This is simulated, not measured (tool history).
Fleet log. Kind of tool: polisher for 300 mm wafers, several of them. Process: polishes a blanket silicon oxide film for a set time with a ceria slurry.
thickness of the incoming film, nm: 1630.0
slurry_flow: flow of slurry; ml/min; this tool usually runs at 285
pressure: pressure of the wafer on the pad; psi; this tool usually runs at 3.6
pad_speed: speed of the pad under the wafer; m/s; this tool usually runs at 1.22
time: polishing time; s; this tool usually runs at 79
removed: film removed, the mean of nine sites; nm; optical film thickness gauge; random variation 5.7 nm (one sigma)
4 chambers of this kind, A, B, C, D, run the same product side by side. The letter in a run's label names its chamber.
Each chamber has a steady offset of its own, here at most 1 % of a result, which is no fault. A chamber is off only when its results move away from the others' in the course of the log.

run	day	slurry_flow	pressure	pad_speed	time	removed
# day 0.392: chamber D: worn pad replaced by a new one
1A	0.412	285	3.6	1.22	79	392.49
2D	0.696	285	3.6	1.22	79	406.89
3B	1.050	285	3.6	1.22	79	403.60
4C	1.483	285	3.6	1.22	79	398.71
5A	1.783	285	3.6	1.22	79	399.11
6C	2.167	285	3.6	1.22	79	407.27
# day 2.233: chamber C: worn pad replaced by a new one
# day 2.354: chamber B: worn pad replaced by a new one
7D	2.421	285	3.6	1.22	79	405.90
8B	2.717	285	4.3	1.22	91	555.74
9B	2.975	285	4.3	1.22	91	552.39
10C	3.433	285	4.3	1.22	91	558.08
11D	3.671	285	4.3	1.22	91	546.44
12A	4.112	285	3.6	1.22	79	402.04
# day 4.254: chamber C: slurry nozzle cleaned
13D	4.354	285	3.6	1.22	66	337.75
14C	4.671	285	3.6	1.22	66	334.85
15A	5.038	285	3.6	1.22	66	330.19
# day 5.196: chamber A: worn pad replaced by a new one
16B	5.421	285	3.6	1.22	66	333.83
17C	5.712	285	3.6	1.22	79	395.64
# day 5.950: chamber D: slurry nozzle cleaned
# day 6.117: chamber B: worn pad replaced by a new one
18A	6.179	285	3.6	1.22	79	401.19
19D	6.450	285	2.8	1.22	61	243.68
20B	6.821	285	2.8	1.22	61	235.92
# day 7.125: chamber C: worn pad replaced by a new one
# day 7.167: chamber D: worn pad replaced by a new one
21C	7.212	285	2.8	1.22	61	237.73
22A	7.604	285	2.8	1.22	61	241.18
23D	8.050	285	3.6	1.00	79	330.47
24B	8.425	285	3.6	1.00	79	328.29
25C	8.654	285	3.6	1.00	79	328.25
26D	8.938	285	3.6	1.00	79	331.77
27A	9.217	285	3.6	1.22	79	402.47
28B	9.500	285	3.6	1.22	79	399.94
29B	9.796	285	3.6	1.22	79	399.60
# day 10.083: chamber B: worn pad replaced by a new one
# day 10.104: chamber B: head pressure recalibrated
30D	10.179	285	3.6	1.22	91	460.46
31A	10.433	285	3.6	1.22	91	454.47
# day 10.717: chamber A: worn pad replaced by a new one
32C	10.900	285	3.6	1.22	91	461.18
33C	11.408	285	3.6	1.22	91	468.80
34D	11.742	285	3.6	1.22	79	404.27
# day 11.783: chamber C: worn pad replaced by a new one
# day 11.879: chamber A: head pressure recalibrated
35A	11.975	285	3.6	1.22	79	397.59
36B	12.358	285	3.6	1.22	79	396.64
37D	12.725	285	3.6	1.22	79	411.16
38C	12.975	285	3.6	1.22	79	404.93
39B	13.304	285	3.6	1.22	79	391.07
40A	13.762	345	3.6	1.22	102	526.30
# day 13.946: chamber B: worn pad replaced by a new one
41D	14.025	345	3.6	1.22	102	530.87
42C	14.488	345	3.6	1.22	102	533.34
43B	14.900	345	3.6	1.22	102	521.64

One chamber off, gauge drift, or nothing amiss beyond the chambers' own small offsets? If it is a chamber, which one, and what is the likeliest cause?

No chamber stands off beyond its own small offset, and the gauge holds steady.
